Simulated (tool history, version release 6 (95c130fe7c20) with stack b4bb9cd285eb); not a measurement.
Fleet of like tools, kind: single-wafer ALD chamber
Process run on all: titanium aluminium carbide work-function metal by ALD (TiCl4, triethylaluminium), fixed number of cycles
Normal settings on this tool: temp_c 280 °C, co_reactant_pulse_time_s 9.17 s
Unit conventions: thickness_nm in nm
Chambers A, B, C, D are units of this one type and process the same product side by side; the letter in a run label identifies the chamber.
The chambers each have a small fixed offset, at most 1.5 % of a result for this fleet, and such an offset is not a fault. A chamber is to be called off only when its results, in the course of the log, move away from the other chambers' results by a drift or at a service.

run   hour  temp_c  co_reactant_pulse_time_s  hours since the last thermocouple change  hours since the last triethylaluminium bottle change  read-back reference wafer on the same gauge, thickness_nm  thickness_nm
 1B    6.7     280                      9.17                                    2570.8                                                 333.0                                                     2.0708        1.8279
 2C   11.7     280                      9.17                                    2182.0                                                2009.2                                                     2.0707        1.8010
 3A   15.2     280                      9.17                                     763.0                                                 271.9                                                     2.0712        1.8287
 4D   19.2     280                      9.17                                    1380.3                                                 470.6                                                     2.0717        1.8057
 5C   22.3     280                      9.17                                    2192.6                                                2019.8                                                     2.0718        1.8028
 6D   27.5     280                      9.17                                    1388.6                                                 478.9                                                     2.0724        1.8011
 7A   32.6     280                     12.49                                     780.4                                                 289.3                                                     2.0719        1.8774
 8B   38.9     280                     12.49                                    2603.0                                                 365.2                                                     2.0726        1.8917
 9B   43.2     280                     12.49                                    2607.3                                                 369.5                                                     2.0732        1.8853
10A   48.4     280                     12.49                                     796.2                                                 305.1                                                     2.0742        1.8875
11C   53.7     280                      9.17                                    2224.0                                                2051.2                                                     2.0740        1.8094
12D   57.8     280                      9.17                                    1418.9                                                 509.2                                                     2.0760        1.8010
13C   62.8     280                      9.17                                    2233.1                                                2060.3                                                     2.0760        1.8101
14D   67.3     280                      9.17                                    1428.4                                                 518.7                                                     2.0756        1.8080
15A   73.5     280                      9.17                                     821.3                                                 330.2                                                     2.0754        1.8269
16B   77.7     280                      9.17                                    2641.8                                                 404.0                                                     2.0758        1.8339
17B   83.8     280                      9.17                                    2647.9                                                 410.1                                                     2.0761        1.8417
18D   90.0     280                      9.17                                    1451.1                                                 541.4                                                     2.0771        1.8060
19C   95.6     280                      9.17                                    2265.9                                                2093.1                                                     2.0771        1.8044
      97.6  -- chamber C: triethylaluminium bottle replaced
20A   99.2     280                      9.17                                     847.0                                                 355.9                                                     2.0784        1.8278
21D  103.6     280                      9.17                                    1464.7                                                 555.0                                                     2.0781        1.8126
22C  110.2     273                      7.81                                    2280.5                                                  12.7                                                     2.0784        1.7026
23A  116.6     273                      7.81                                     864.4                                                 373.3                                                     2.0778        1.7258
24B  121.5     273                      7.81                                    2685.6                                                 447.8                                                     2.0793        1.7320
25B  124.7     273                      7.81                                    2688.8                                                 451.0                                                     2.0791        1.7326
26C  131.0     280                      9.17                                    2301.3                                                  33.5                                                     2.0797        1.8119
27D  137.6     280                     11.47                                    1498.7                                                 589.0                                                     2.0799        1.8624
28A  141.4     280                     11.47                                     889.2                                                 398.1                                                     2.0803        1.8768
29B  147.1     280                     11.47                                    2711.2                                                 473.4                                                     2.0812        1.8860
30C  150.8     280                     11.47                                    2321.1                                                  53.3                                                     2.0825        1.8536
31D  154.5     280                      9.17                                    1515.6                                                 605.9                                                     2.0818        1.8205
32A  157.5     280                      9.17                                     905.3                                                 414.2                                                     2.0820        1.8372
33D  163.4     280                      9.17                                    1524.5                                                 614.8                                                     2.0822        1.8163
34C  166.6     280                      9.17                                    2336.9                                                  69.1                                                     2.0825        1.8165
35A  170.3     280                      9.17                                     918.1                                                 427.0                                                     2.0834        1.8327
36B  175.6     280                      9.17                                    2739.7                                                 501.9                                                     2.0835        1.8456

Next, all 4 chambers run the settings below, one line each with question marks for the results. What does each chamber give?
37A  180.6     280                      9.17                                                                                                                                                                        ?
37B  180.6     280                      9.17                                                                                                                                                                        ?
37C  180.6     280                      9.17                                                                                                                                                                        ?
37D  180.6     280                      9.17                                                                                                                                                                        ?

run  thickness_nm
37A        1.8327
37B        1.8456
37C        1.8197
37D        1.8200
